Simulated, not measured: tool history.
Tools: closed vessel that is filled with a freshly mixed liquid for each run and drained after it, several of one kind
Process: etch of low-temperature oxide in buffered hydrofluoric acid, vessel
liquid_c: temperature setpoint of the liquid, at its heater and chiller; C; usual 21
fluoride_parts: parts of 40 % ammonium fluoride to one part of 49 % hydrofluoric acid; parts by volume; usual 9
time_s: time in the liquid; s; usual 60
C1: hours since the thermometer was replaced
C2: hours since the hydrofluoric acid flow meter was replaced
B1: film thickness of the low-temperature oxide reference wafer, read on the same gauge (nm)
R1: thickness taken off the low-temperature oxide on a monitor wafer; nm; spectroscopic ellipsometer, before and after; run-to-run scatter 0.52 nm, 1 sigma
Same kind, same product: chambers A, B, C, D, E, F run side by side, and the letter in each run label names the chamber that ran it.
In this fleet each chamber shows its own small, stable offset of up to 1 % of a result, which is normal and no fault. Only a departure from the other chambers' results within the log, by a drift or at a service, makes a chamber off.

Run 1C, hour 10.1: usual settings; C1 606.4; C2 449.1; B1 60.004. Result: R1 108.2 nm.
Run 2B, hour 21.7: usual settings; C1 2071.4; C2 372.9; B1 59.988. Result: R1 107.33 nm.
Run 3D, hour 31.2: usual settings; C1 382.5; C2 135.3; B1 60. Result: R1 108.14 nm.
Run 4A, hour 37.9: usual settings; C1 359.8; C2 842.9; B1 59.978. Result: R1 108.99 nm.
Run 5E, hour 48.9: usual settings; C1 160.6; C2 830.3; B1 60.001. Result: R1 109.62 nm.
Run 6F, hour 57.2: usual settings; C1 331.6; C2 1874.3; B1 60.005. Result: R1 109.32 nm.
Run 7A, hour 70.6: usual settings but fluoride_parts 7 parts by volume; C1 392.5; C2 875.6; B1 60.002. Result: R1 142.23 nm.
Run 8D, hour 77.3: usual settings but fluoride_parts 7 parts by volume; C1 428.6; C2 181.4; B1 60.009. Result: R1 144.71 nm.
Run 9C, hour 84.6: usual settings but fluoride_parts 7 parts by volume; C1 680.9; C2 523.6; B1 60.001. Result: R1 142.52 nm.
Run 10E, hour 91: usual settings but fluoride_parts 7 parts by volume; C1 202.7; C2 872.4; B1 59.995. Result: R1 142.09 nm.
Run 11B, hour 96.9: usual settings but fluoride_parts 7 parts by volume; C1 2146.6; C2 448.1; B1 59.991. Result: R1 142.05 nm.
Run 12F, hour 105.5: usual settings but fluoride_parts 7 parts by volume; C1 379.9; C2 1922.6; B1 60.01. Result: R1 143.6 nm.
Run 13B, hour 118.9: usual settings; C1 2168.6; C2 470.1; B1 59.999. Result: R1 108.06 nm.
Run 14E, hour 128.4: usual settings; C1 240.1; C2 909.8; B1 59.979. Result: R1 108.76 nm.
Run 15D, hour 140.7: usual settings; C1 492; C2 244.8; B1 59.993. Result: R1 109.42 nm.
Run 16A, hour 152.6: usual settings; C1 474.5; C2 957.6; B1 59.995. Result: R1 107.93 nm.
At hour 153.9: chamber F: hydrofluoric acid flow meter replaced.
Run 17F, hour 163: usual settings; C1 437.4; C2 9.1; B1 59.992. Result: R1 108.95 nm.
Run 18C, hour 175.3: usual settings; C1 771.6; C2 614.3; B1 60.02. Result: R1 108.52 nm.
Run 19F, hour 188.8: usual settings; C1 463.2; C2 34.9; B1 60.021. Result: R1 108.9 nm.
Run 20C, hour 201.9: usual settings; C1 798.2; C2 640.9; B1 59.991. Result: R1 108.29 nm.
Run 21D, hour 210.5: usual settings; C1 561.8; C2 314.6; B1 60.001. Result: R1 109.5 nm.
Run 22A, hour 221.1: usual settings; C1 543; C2 1026.1; B1 60.007. Result: R1 108.6 nm.
Run 23E, hour 231: usual settings but liquid_c 24.5 C; C1 342.7; C2 1012.4; B1 59.994. Result: R1 131.03 nm.
Run 24B, hour 242.6: usual settings but liquid_c 24.5 C; C1 2292.3; C2 593.8; B1 59.992. Result: R1 130.46 nm.
At hour 243.9: chamber D: thermometer replaced.
Run 25D, hour 250.5: usual settings but liquid_c 24.5 C; C1 6.7; C2 354.6; B1 59.998. Result: R1 132.55 nm.
Run 26C, hour 260: usual settings but liquid_c 24.5 C; C1 856.3; C2 699; B1 60. Result: R1 131.79 nm.
Run 27E, hour 271.8: usual settings but liquid_c 24.5 C; C1 383.5; C2 1053.2; B1 59.995. Result: R1 130.82 nm.
Run 28F, hour 279.3: usual settings but liquid_c 24.5 C; C1 553.7; C2 125.4; B1 59.995. Result: R1 132.85 nm.
Run 29B, hour 292: usual settings; C1 2341.7; C2 643.2; B1 59.999. Result: R1 108.16 nm.
Run 30A, hour 304.9: usual settings; C1 626.8; C2 1109.9; B1 59.999. Result: R1 108.07 nm.
Run 31E, hour 316.4: usual settings; C1 428.1; C2 1097.8; B1 59.975. Result: R1 108 nm.
Run 32C, hour 329.2: usual settings; C1 925.5; C2 768.2; B1 60.003. Result: R1 108.32 nm.
Run 33B, hour 335.5: usual settings; C1 2385.2; C2 686.7; B1 60.004. Result: R1 108.48 nm.
At hour 342.6: chamber A: hydrofluoric acid flow meter replaced.
Run 34A, hour 344: usual settings; C1 665.9; C2 1.4; B1 59.995. Result: R1 108.57 nm.
Run 35F, hour 353: usual settings; C1 627.4; C2 199.1; B1 59.999. Result: R1 109.6 nm.
Run 36D, hour 362.4: usual settings; C1 118.6; C2 466.5; B1 60.029. Result: R1 110.02 nm.
Run 37F, hour 370.7: usual settings; C1 645.1; C2 216.8; B1 60.009. Result: R1 109.18 nm.
Run 38C, hour 379.8: usual settings; C1 976.1; C2 818.8; B1 59.993. Result: R1 108.76 nm.

Is one chamber off against the others, does the gauge drift, or is nothing wrong? If a chamber is off, say which, and what the likeliest cause is.

Beyond each chamber's small constant offset nothing stands out, and the gauge stays steady.

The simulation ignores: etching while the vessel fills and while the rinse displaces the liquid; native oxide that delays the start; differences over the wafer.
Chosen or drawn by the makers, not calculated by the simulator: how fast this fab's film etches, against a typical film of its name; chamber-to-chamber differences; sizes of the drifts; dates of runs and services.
